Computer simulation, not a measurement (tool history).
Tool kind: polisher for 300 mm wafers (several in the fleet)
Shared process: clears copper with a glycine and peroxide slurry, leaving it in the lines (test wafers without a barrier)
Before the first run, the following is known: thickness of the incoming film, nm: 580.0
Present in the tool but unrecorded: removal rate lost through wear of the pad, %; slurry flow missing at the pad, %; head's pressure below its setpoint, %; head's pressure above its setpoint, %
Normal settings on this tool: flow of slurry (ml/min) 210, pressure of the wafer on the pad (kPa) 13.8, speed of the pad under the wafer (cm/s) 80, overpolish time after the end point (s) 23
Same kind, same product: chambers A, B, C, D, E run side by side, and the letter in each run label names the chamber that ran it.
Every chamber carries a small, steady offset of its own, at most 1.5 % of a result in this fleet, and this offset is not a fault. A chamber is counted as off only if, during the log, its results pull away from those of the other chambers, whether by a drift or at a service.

run,day,flow of slurry (ml/min),pressure of the wafer on the pad (kPa),speed of the pad under the wafer (cm/s),overpolish time after the end point (s),wafers polished on this pad,hours since the slurry nozzle was cleaned,hours since the head pressure was calibrated,time until the end point was called (s),dishing of a wide line in a test structure (nm)
1D,0.329,210,13.8,80,23,570,253,611.8,177.67,49.784
2A,0.75,210,13.8,80,23,428,26.9,434.8,174.58,51.688
3C,1.033,210,13.8,80,23,548,351.7,269.3,172.7,51.44
4E,1.396,210,13.8,80,23,597,283.1,33.6,175.9,51.359
5B,1.725,210,13.8,80,23,285,159.2,260.2,177.93,52.536
# day 1.854: chamber D: worn pad replaced by a new one
6E,1.996,210,13.8,80,23,685,297.5,48,173.55,52.21
7B,2.283,210,13.8,104,23,367,172.6,273.6,146.52,62.339
8C,2.588,210,13.8,104,23,777,389,306.6,143.34,60.181
9D,2.829,210,13.8,104,23,144,313,671.8,143.2,60.743
# day 3.296: chamber A: worn pad replaced by a new one
10A,3.321,210,13.8,104,23,3,88.6,496.5,141.28,60.608
# day 3.371: chamber E: worn pad replaced by a new one
# day 3.504: chamber B: worn pad replaced by a new one
11A,3.654,210,13.8,104,23,53,96.6,504.5,143.89,59.909
12C,3.904,210,16.5,80,23,972,420.6,338.2,153.6,57.029
13D,4.217,210,16.5,80,23,348,346.3,705.1,153.02,59.147
14E,4.496,210,16.5,80,23,166,357.5,108,154.24,60.544
# day 4.746: chamber B: head pressure recalibrated
15B,4.746,210,16.5,80,23,183,231.7,0,153.62,60.178
16D,5.212,210,16.5,80,23,495,370.2,729,154.04,57.709
17E,5.496,185,13.8,102,23,313,381.5,132,148.81,59.402
18B,5.738,185,13.8,102,23,329,255.5,23.8,149.59,59.24
19A,5.979,185,13.8,102,23,395,152.4,560.3,147.04,61.083
20C,6.458,185,13.8,102,23,1348,481.9,399.5,153.85,57.701
21A,6.829,185,13.8,102,23,521,172.8,580.7,148.16,58.445
# day 7.117: chamber B: slurry nozzle cleaned
22C,7.142,210,13.8,80,23,1449,498.3,415.9,177.29,48.942
# day 7.421: chamber B: worn pad replaced by a new one
23B,7.55,210,13.8,80,23,19,10.5,67.3,176.8,52.715
24E,7.917,210,13.8,80,23,670,439.6,190.1,178.97,52.857
# day 8.233: chamber A: worn pad replaced by a new one
25D,8.275,210,13.8,80,23,947,443.7,802.5,177.52,50.594
# day 8.312: chamber D: worn pad replaced by a new one
26C,8.558,255,13.8,80,30,1658,532.3,449.9,178.11,63.337
27A,8.796,255,13.8,80,30,83,220,627.9,170.32,66.463
28B,9.146,255,13.8,80,30,254,48.8,105.6,170.41,67.676
29E,9.379,255,13.8,80,30,886,474.7,225.2,173.04,65.755
# day 9.658: chamber C: head pressure recalibrated
30D,9.679,255,13.8,80,30,202,477.4,836.2,174.87,67.511
# day 9.892: chamber E: worn pad replaced by a new one
31B,10.121,150,13.8,80,30,398,72.2,129,185.79,63.567
32A,10.596,150,13.8,80,30,348,263.2,671.1,182.18,64.113
33D,11.058,150,13.8,80,30,405,510.5,869.3,185.46,60.91
# day 11.254: chamber B: worn pad replaced by a new one
# day 11.288: chamber A: slurry nozzle cleaned
34C,11.375,150,13.8,80,30,2073,599.9,41.3,194.97,60.822
35E,11.679,150,13.8,80,30,264,529.9,280.4,183.2,62.304
36E,12.092,210,13.8,80,23,324,539.8,290.3,176.66,51.84
37B,12.429,210,13.8,80,23,173,127.6,184.4,178.21,51.774
# day 12.721: chamber D: head pressure recalibrated
38A,12.804,210,13.8,80,23,673,36.4,724.1,171.94,52.003
39C,13.221,210,13.8,66,35,2345,644.2,85.6,223.48,60.219
40D,13.704,210,13.8,66,35,795,574,23.7,202.24,66.373
# day 14.117: chamber D: worn pad replaced by a new one
41D,14.2,210,13.8,66,35,12,585.9,35.6,201.81,68.809
42C,14.638,210,13.8,66,35,2554,678.2,119.6,221.48,62.424

The same settings go to every chamber for the next run, one line per chamber below. Forecast the results for each:
43A,14.992,210,13.8,80,23,,,,?,?
43B,14.992,210,13.8,80,23,,,,?,?
43C,14.992,210,13.8,80,23,,,,?,?
43D,14.992,210,13.8,80,23,,,,?,?
43E,14.992,210,13.8,80,23,,,,?,?

run,time until the end point was called (s),dishing of a wide line in a test structure (nm)
43A,174.97,52.499
43B,175.88,51.675
43C,192.23,47.543
43D,176.44,51.163
43E,175.67,51.812
